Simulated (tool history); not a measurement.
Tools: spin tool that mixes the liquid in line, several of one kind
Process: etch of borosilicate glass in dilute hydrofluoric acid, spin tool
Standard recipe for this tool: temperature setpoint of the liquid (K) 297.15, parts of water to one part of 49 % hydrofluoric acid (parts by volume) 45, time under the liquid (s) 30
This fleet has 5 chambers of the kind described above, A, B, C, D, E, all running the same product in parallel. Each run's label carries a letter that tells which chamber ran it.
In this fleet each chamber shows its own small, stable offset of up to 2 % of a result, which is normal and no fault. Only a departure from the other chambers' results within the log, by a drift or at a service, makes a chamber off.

run	hour	temperature setpoint of the liquid (K)	parts of water to one part of 49 % hydrofluoric acid (parts by volume)	time under the liquid (s)	hours since the thermometer was replaced	hours since the hydrofluoric acid flow meter was replaced	read-back film thickness of the borosilicate glass reference wafer, read on the same gauge (nm)	thickness taken off the borosilicate glass on a monitor wafer (angstrom)
1C	5.9	297.15	45	30	2669.9	632.2	60.025	217.63
2E	14.7	297.15	45	30	1155	272.9	59.975	217.05
3A	25.6	297.15	45	30	981.3	663.7	59.995	218.33
4D	37	297.15	45	30	1610	868.9	60.025	225.39
# hour 41.9: chamber D: hydrofluoric acid flow meter replaced
5B	45.4	297.15	45	30	1120.9	993.7	59.984	220.37
6D	56.5	297.15	45	30	1629.5	14.7	60.013	224.26
7E	65.1	297.15	45	30	1205.4	323.3	59.996	218.52
8A	73.7	297.15	45	30	1029.4	711.8	59.99	219.83
# hour 74.2: chamber A: hydrofluoric acid flow meter replaced
# hour 83.3: chamber C: thermometer replaced
9C	85.5	297.15	45	30	2.2	711.8	60.004	218
10B	97.1	297.15	45	30	1172.6	1045.4	60.015	220.99
11D	105.4	293.15	45	30	1678.4	63.6	60.011	187.46
12B	111.8	293.15	45	30	1187.3	1060.1	59.989	186.27
13A	122.7	293.15	45	30	1078.4	48.6	60.01	187.14
14C	129.1	293.15	45	30	45.8	755.4	60.012	184.4
15E	136.6	293.15	45	30	1276.9	394.8	59.981	184.03
16D	143.2	297.15	45	30	1716.2	101.4	59.985	222.28
17C	152.4	297.15	45	30	69.1	778.7	59.967	216.85
18A	162.1	297.15	45	40	1117.8	88	60.024	294.75
19E	171.7	297.15	45	40	1312	429.9	59.986	287.06
20B	181.9	297.15	45	40	1257.4	1130.2	59.966	285.75
21B	193.6	297.15	45	40	1269.1	1141.9	60.006	287.41
22A	200.5	297.15	45	40	1156.2	126.4	60.021	293.23
23C	207.8	297.15	45	30	124.5	834.1	60.003	217.93
24D	217.2	297.15	45	30	1790.2	175.4	59.99	222.47
25E	225.1	297.15	45	30	1365.4	483.3	60.01	218.35
26B	234.1	297.15	45	30	1309.6	1182.4	59.991	212.01
27A	241.6	297.15	45	30	1197.3	167.5	60.018	219.88
28E	249.1	297.15	45	30	1389.4	507.3	59.989	214.9
29D	257.8	297.15	45	30	1830.8	216	60.024	225.8
30C	266.8	297.15	45	30	183.5	893.1	60.008	221.6

For the next run the whole fleet of 5 chambers uses the same settings. Give each chamber's results:
31A	275.3	297.15	45	30				?
31B	275.3	297.15	45	30				?
31C	275.3	297.15	45	30				?
31D	275.3	297.15	45	30				?
31E	275.3	297.15	45	30				?

run	thickness taken off the borosilicate glass on a monitor wafer (angstrom)
31A	219.28
31B	209.77
31C	216.25
31D	222.51
31E	217.59
